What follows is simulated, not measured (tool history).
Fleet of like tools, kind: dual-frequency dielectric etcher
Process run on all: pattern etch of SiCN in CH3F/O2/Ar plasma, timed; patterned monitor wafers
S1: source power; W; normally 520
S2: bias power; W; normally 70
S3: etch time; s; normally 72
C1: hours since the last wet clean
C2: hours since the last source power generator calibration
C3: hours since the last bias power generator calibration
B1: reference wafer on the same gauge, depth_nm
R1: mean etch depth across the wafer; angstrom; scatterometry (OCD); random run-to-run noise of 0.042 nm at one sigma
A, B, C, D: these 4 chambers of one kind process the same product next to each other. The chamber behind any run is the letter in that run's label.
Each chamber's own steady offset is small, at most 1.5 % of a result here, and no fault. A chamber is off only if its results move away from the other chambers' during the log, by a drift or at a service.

run 1A hour=7.6 | S1=520 S2=70 S3=72 | C1=510.5 C2=376.6 C3=1022.7 | B1=28.407 | R1=295.18
run 2D hour=14.7 | S1=520 S2=70 S3=72 | C1=157.2 C2=3720.6 C3=639.9 | B1=28.418 | R1=292.83
run 3B hour=20.3 | S1=520 S2=70 S3=72 | C1=390.3 C2=1263.8 C3=1683.0 | B1=28.423 | R1=296.06
run 4C hour=27.3 | S1=520 S2=70 S3=72 | C1=161.9 C2=1312.2 C3=3060.5 | B1=28.422 | R1=298.61
run 5D hour=33.2 | S1=520 S2=70 S3=72 | C1=175.7 C2=3739.1 C3=658.4 | B1=28.429 | R1=292.65
run 6A hour=41.4 | S1=520 S2=70 S3=72 | C1=544.3 C2=410.4 C3=1056.5 | B1=28.445 | R1=295.39
run 7C hour=49.2 | S1=520 S2=70 S3=72 | C1=183.8 C2=1334.1 C3=3082.4 | B1=28.444 | R1=298.89
run 8B hour=57.0 | S1=520 S2=70 S3=72 | C1=427.0 C2=1300.5 C3=1719.7 | B1=28.452 | R1=297.29
run 9C hour=61.9 | S1=520 S2=70 S3=72 | C1=196.5 C2=1346.8 C3=3095.1 | B1=28.446 | R1=298.55
run 10B hour=68.9 | S1=520 S2=70 S3=72 | C1=438.9 C2=1312.4 C3=1731.6 | B1=28.465 | R1=297.05
run 11A hour=74.6 | S1=520 S2=70 S3=72 | C1=577.5 C2=443.6 C3=1089.7 | B1=28.462 | R1=296.24
run 12D hour=79.3 | S1=520 S2=70 S3=72 | C1=221.8 C2=3785.2 C3=704.5 | B1=28.470 | R1=292.71
run 13D hour=86.0 | S1=520 S2=70 S3=72 | C1=228.5 C2=3791.9 C3=711.2 | B1=28.482 | R1=293.16
run 14B hour=94.7 | S1=520 S2=70 S3=72 | C1=464.7 C2=1338.2 C3=1757.4 | B1=28.482 | R1=297.95
run 15C hour=99.9 | S1=520 S2=70 S3=72 | C1=234.5 C2=1384.8 C3=3133.1 | B1=28.478 | R1=299.41
run 16A hour=105.7 | S1=520 S2=70 S3=72 | C1=608.6 C2=474.7 C3=1120.8 | B1=28.497 | R1=295.62
run 17A hour=111.7 | S1=520 S2=70 S3=72 | C1=614.6 C2=480.7 C3=1126.8 | B1=28.502 | R1=296.58
-- hour=114.1 chamber B: wet clean of the chamber
run 18B hour=116.5 | S1=520 S2=70 S3=72 | C1=2.5 C2=1360.0 C3=1779.2 | B1=28.506 | R1=297.36
run 19D hour=122.2 | S1=520 S2=70 S3=72 | C1=264.7 C2=3828.1 C3=747.4 | B1=28.503 | R1=292.74
run 20C hour=128.3 | S1=520 S2=70 S3=72 | C1=262.9 C2=1413.2 C3=3161.5 | B1=28.524 | R1=299.66
run 21C hour=136.7 | S1=520 S2=70 S3=72 | C1=271.3 C2=1421.6 C3=3169.9 | B1=28.520 | R1=299.85
run 22B hour=142.8 | S1=520 S2=70 S3=72 | C1=28.8 C2=1386.3 C3=1805.5 | B1=28.537 | R1=297.72
run 23D hour=151.2 | S1=520 S2=70 S3=72 | C1=293.7 C2=3857.1 C3=776.4 | B1=28.527 | R1=294.18
-- hour=154.2 chamber A: wet clean of the chamber
run 24A hour=156.3 | S1=520 S2=70 S3=72 | C1=2.1 C2=525.3 C3=1171.4 | B1=28.541 | R1=297.39
run 25B hour=163.1 | S1=520 S2=70 S3=72 | C1=49.1 C2=1406.6 C3=1825.8 | B1=28.548 | R1=298.49
run 26C hour=167.4 | S1=520 S2=70 S3=72 | C1=302.0 C2=1452.3 C3=3200.6 | B1=28.562 | R1=299.49
run 27D hour=171.7 | S1=520 S2=70 S3=72 | C1=314.2 C2=3877.6 C3=796.9 | B1=28.552 | R1=293.35
run 28A hour=179.4 | S1=440 S2=70 S3=72 | C1=25.2 C2=548.4 C3=1194.5 | B1=28.563 | R1=278.67
run 29C hour=186.3 | S1=440 S2=70 S3=72 | C1=320.9 C2=1471.2 C3=3219.5 | B1=28.568 | R1=280.78

Has any chamber moved away from the others, gradually or after a service, or does the common gauge drift, or do the chambers differ only by their own small steady offsets? State the chamber and the most likely cause if one applies.

None of the chambers is off. What moves is the gauge, dragging all their readings along together.
Cause: gauge reads high (%) = 0.595.

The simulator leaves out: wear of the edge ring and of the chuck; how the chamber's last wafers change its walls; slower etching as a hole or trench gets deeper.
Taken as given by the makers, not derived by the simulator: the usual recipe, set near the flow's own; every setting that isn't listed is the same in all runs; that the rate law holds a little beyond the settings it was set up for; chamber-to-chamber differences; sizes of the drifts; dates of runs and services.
